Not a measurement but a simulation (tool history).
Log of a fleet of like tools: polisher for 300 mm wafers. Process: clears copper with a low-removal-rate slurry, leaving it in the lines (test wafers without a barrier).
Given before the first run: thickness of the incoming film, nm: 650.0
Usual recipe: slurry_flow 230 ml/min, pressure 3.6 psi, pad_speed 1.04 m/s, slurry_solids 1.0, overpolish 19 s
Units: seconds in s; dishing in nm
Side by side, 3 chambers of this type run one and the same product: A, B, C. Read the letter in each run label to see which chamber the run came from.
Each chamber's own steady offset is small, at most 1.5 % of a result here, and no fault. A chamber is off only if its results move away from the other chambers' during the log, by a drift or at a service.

run	day	slurry_flow	pressure	pad_speed	slurry_solids	overpolish	wafers polished on this pad	hours since the slurry nozzle was cleaned	hours since the head pressure was calibrated	hours since the slurry blender was calibrated	seconds	dishing
1A	0.367	230	3.6	1.04	1.0	19	801	24.3	398.6	23.1	154.35	51.887
2B	0.838	230	3.6	1.04	1.0	19	407	117.2	85.2	97.4	152.50	51.875
3C	1.271	230	3.6	1.04	1.0	19	606	211.4	215.1	35.1	150.41	51.059
4A	1.617	230	3.6	1.04	1.0	19	1048	54.3	428.6	53.1	152.16	51.779
# day 1.762: chamber C: slurry nozzle cleaned
5B	1.900	230	3.6	1.32	1.0	19	616	142.7	110.7	122.9	117.87	62.982
6C	2.133	230	3.6	1.32	1.0	19	776	8.9	235.8	55.8	120.73	61.978
# day 2.158: chamber A: worn pad replaced by a new one
7B	2.588	230	3.6	1.32	1.0	19	752	159.2	127.2	139.4	118.81	61.953
8A	2.862	230	3.6	1.04	1.0	19	139	84.2	458.5	83.0	151.94	52.871
# day 2.908: chamber C: worn pad replaced by a new one
9C	3.279	230	3.6	1.04	1.0	19	73	36.4	263.3	83.3	150.63	51.548
10A	3.671	230	3.6	1.04	1.0	19	298	103.6	477.9	102.4	155.15	52.283
11C	4.092	230	3.6	1.04	1.0	19	233	55.9	282.8	102.8	148.46	50.297
12B	4.438	230	3.6	1.04	1.0	19	1117	203.6	171.6	183.8	150.77	50.490
13A	4.700	230	3.6	1.04	1.0	19	501	128.3	502.6	127.1	152.55	51.095
# day 4.775: chamber B: worn pad replaced by a new one
14C	4.942	230	3.6	1.04	1.0	19	401	76.3	303.2	123.2	148.42	51.341
15B	5.208	230	3.6	1.04	1.0	19	85	222.1	190.1	202.3	149.38	51.091
16A	5.571	230	3.6	1.04	1.0	19	673	149.2	523.5	148.0	155.38	51.337
17B	5.812	205	3.6	0.90	1.0	19	205	236.6	204.6	216.8	175.99	46.051
# day 6.038: chamber C: head pressure recalibrated
18C	6.096	205	3.6	0.90	1.0	19	628	104.0	1.4	150.9	155.88	50.295
19C	6.567	205	3.6	0.90	1.0	19	721	115.3	12.7	162.2	159.21	50.591
20A	6.925	230	3.6	1.04	1.0	19	940	181.7	556.0	180.5	152.43	51.731
21B	7.208	230	3.6	1.04	1.0	19	480	270.1	238.1	250.3	148.97	53.149
22C	7.542	230	3.6	1.04	1.0	19	914	138.7	36.1	185.6	136.66	56.576
23B	7.967	295	3.6	1.04	0.9	19	629	288.3	256.3	268.5	149.04	51.489
# day 7.988: chamber C: worn pad replaced by a new one
24A	8.417	295	3.6	1.04	0.9	19	1234	217.5	591.8	216.3	154.37	51.420
# day 8.583: chamber A: worn pad replaced by a new one
25B	8.638	295	3.6	1.04	0.9	19	762	304.4	272.4	284.6	145.45	50.994
26C	9.071	230	3.6	1.04	1.0	19	213	175.4	72.8	222.3	137.08	56.105
27A	9.325	230	3.6	1.04	1.0	19	146	239.3	613.6	238.1	151.22	51.436
28A	9.538	230	3.6	1.04	1.0	19	188	244.4	618.7	243.2	152.18	51.678
# day 9.629: chamber B: worn pad replaced by a new one
29B	9.846	230	3.6	1.04	1.0	19	43	333.4	301.4	313.6	151.33	51.920
30C	10.171	230	3.6	1.04	1.0	19	430	201.8	99.2	248.7	134.90	56.231
31A	10.404	230	3.6	1.04	1.0	19	359	265.2	639.5	264.0	154.59	51.354
32B	10.750	230	3.6	1.04	1.0	19	221	355.1	323.1	335.3	145.83	51.949
33C	11.112	230	3.6	1.04	1.0	19	616	224.4	121.8	271.3	135.63	57.311
34A	11.546	230	3.6	1.04	1.0	19	584	292.6	666.9	291.4	151.78	51.837
35B	11.754	230	3.6	1.04	1.0	19	419	379.2	347.2	359.4	152.38	51.697
36C	12.125	230	3.6	1.04	1.0	19	816	248.7	146.1	295.6	136.50	55.463
37C	12.533	230	3.6	1.04	1.0	19	896	258.5	155.9	305.4	136.95	57.826
38A	12.879	230	3.6	1.04	1.0	19	847	324.6	698.9	323.4	152.06	51.190
39B	13.129	230	3.6	1.04	1.0	19	690	412.2	380.2	392.4	152.75	50.903

What goes on in this fleet: one chamber off, a drifting gauge, or nothing beyond the chambers' own small offsets? Name the chamber and the cause, if any.

After it was serviced, chamber C no longer matches the other chambers.
What lies behind it: head's pressure above its setpoint, % = 11.8.

Here are 4 candidates for chamber C's next run, each the usual settings with a change, their results left as question marks. Which one brings its results back in line with what the others give on the usual settings?
A result is in line if it is within this distance of the other chambers' mean on the usual settings: seconds 6.60 s; dishing 2.100 nm
40C-1	13.471	230	3.8	1.10	1.0	19					?	?
40C-2	13.471	230	3.5	1.02	1.0	19					?	?
40C-3	13.471	230	3.7	1.06	1.0	19					?	?
40C-4	13.471	230	3.4	0.98	1.0	19					?	?

Usual-settings mean across the other chambers: seconds 151.65 s; dishing 51.419 nm
run	seconds	dishing
40C-1	121.33	61.812
40C-2	141.88	54.524
40C-3	129.24	58.819
40C-4	151.92	51.584
The right change is 40C-4: it brings the chamber back within the allowed miss of the others.

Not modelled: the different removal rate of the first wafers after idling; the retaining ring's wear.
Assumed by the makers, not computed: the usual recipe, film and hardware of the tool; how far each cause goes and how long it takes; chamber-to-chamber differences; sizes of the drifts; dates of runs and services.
